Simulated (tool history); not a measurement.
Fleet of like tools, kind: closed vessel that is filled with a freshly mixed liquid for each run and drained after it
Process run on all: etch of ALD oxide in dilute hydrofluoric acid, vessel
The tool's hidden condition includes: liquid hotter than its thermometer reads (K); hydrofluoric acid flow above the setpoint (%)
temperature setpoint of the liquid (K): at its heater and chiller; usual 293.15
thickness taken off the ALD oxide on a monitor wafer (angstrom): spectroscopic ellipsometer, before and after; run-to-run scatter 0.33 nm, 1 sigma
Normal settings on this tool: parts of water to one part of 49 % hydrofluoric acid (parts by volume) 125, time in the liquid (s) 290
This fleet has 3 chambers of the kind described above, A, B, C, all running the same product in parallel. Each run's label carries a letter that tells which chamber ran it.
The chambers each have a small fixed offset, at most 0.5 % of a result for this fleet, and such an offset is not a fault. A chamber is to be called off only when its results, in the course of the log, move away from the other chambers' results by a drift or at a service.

run	hour	temperature setpoint of the liquid (K)	parts of water to one part of 49 % hydrofluoric acid (parts by volume)	time in the liquid (s)	hours since the thermometer was replaced	hours since the hydrofluoric acid flow meter was replaced	read-back film thickness of the ALD oxide reference wafer, read on the same gauge (nm)	thickness taken off the ALD oxide on a monitor wafer (angstrom)
1A	3.3	293.15	125	290	889.9	374.2	109.99	338.41
2B	9.3	293.15	125	290	837.8	197.4	110.01	339.69
3C	15.8	293.15	125	290	824.7	1176.0	109.98	348.97
4A	19.9	293.15	125	290	906.5	390.8	110.01	341.87
5C	24.1	293.15	125	290	833.0	1184.3	110.01	349.98
6B	29.3	293.15	125	290	857.8	217.4	110.01	334.64
7B	34.2	293.15	125	290	862.7	222.3	109.99	334.59
8A	39.4	293.15	125	290	926.0	410.3	109.99	339.68
9C	45.0	293.15	125	290	853.9	1205.2	109.98	345.87
10A	51.7	293.15	125	290	938.3	422.6	110.02	345.12
11C	55.9	293.15	125	290	864.8	1216.1	110.00	351.34
12B	61.2	293.15	125	290	889.7	249.3	110.03	341.95
13B	67.6	293.15	125	290	896.1	255.7	110.02	339.45
14A	72.6	290.15	125	160	959.2	443.5	109.99	165.38
15C	79.0	290.15	125	160	887.9	1239.2	110.00	173.02
16A	84.2	290.15	125	160	970.8	455.1	110.01	166.52
17C	90.7	293.15	125	290	899.6	1250.9	110.01	356.44
18B	94.7	293.15	125	290	923.2	282.8	109.98	340.23
19B	100.0	293.15	125	290	928.5	288.1	110.01	338.02
20C	104.4	293.15	125	290	913.3	1264.6	109.99	364.90
21A	111.0	293.15	125	290	997.6	481.9	110.02	343.58
22C	114.4	297.65	100	290	923.3	1274.6	110.04	567.96
23B	119.9	297.65	100	290	948.4	308.0	109.99	536.14
24A	124.9	297.65	100	290	1011.5	495.8	109.97	538.72
25A	129.3	293.15	125	290	1015.9	500.2	110.04	348.16
26C	132.8	293.15	125	290	941.7	1293.0	109.98	370.89
27B	138.5	293.15	125	290	967.0	326.6	109.99	343.02
28B	144.4	293.15	125	290	972.9	332.5	109.99	340.89
29C	150.2	293.15	125	290	959.1	1310.4	110.00	370.63
30A	153.5	293.15	125	290	1040.1	524.4	110.00	345.64

What goes on in this fleet: one chamber off, a drifting gauge, or nothing beyond the chambers' own small offsets? Name the chamber and the cause, if any.

One chamber, C, drifts off from the rest bit by bit.
What lies behind it: hydrofluoric acid flow above the setpoint (%) = 9.32.
With only this log, it may be confused with: liquid hotter than its thermometer reads (K).

Which of the 4 candidates below, each the usual settings with something changed and its results left as question marks, puts chamber C back in line with what the other chambers give on the usual settings?
In-line tolerance around the mean of the other chambers on the usual settings: thickness taken off the ALD oxide on a monitor wafer (angstrom) 12.00
31C-1	158.4	292.65	135	290				?
31C-2	158.4	293.15	120	305				?
31C-3	158.4	293.15	120	290				?
31C-4	158.4	293.15	130	290				?

The mean the other chambers reach with the usual settings: thickness taken off the ALD oxide on a monitor wafer (angstrom) 341.85
run	thickness taken off the ALD oxide on a monitor wafer (angstrom)
31C-1	334.89
31C-2	411.22
31C-3	391.00
31C-4	356.87
The answer is 31C-1, which returns the chamber to within the allowed miss of the others.
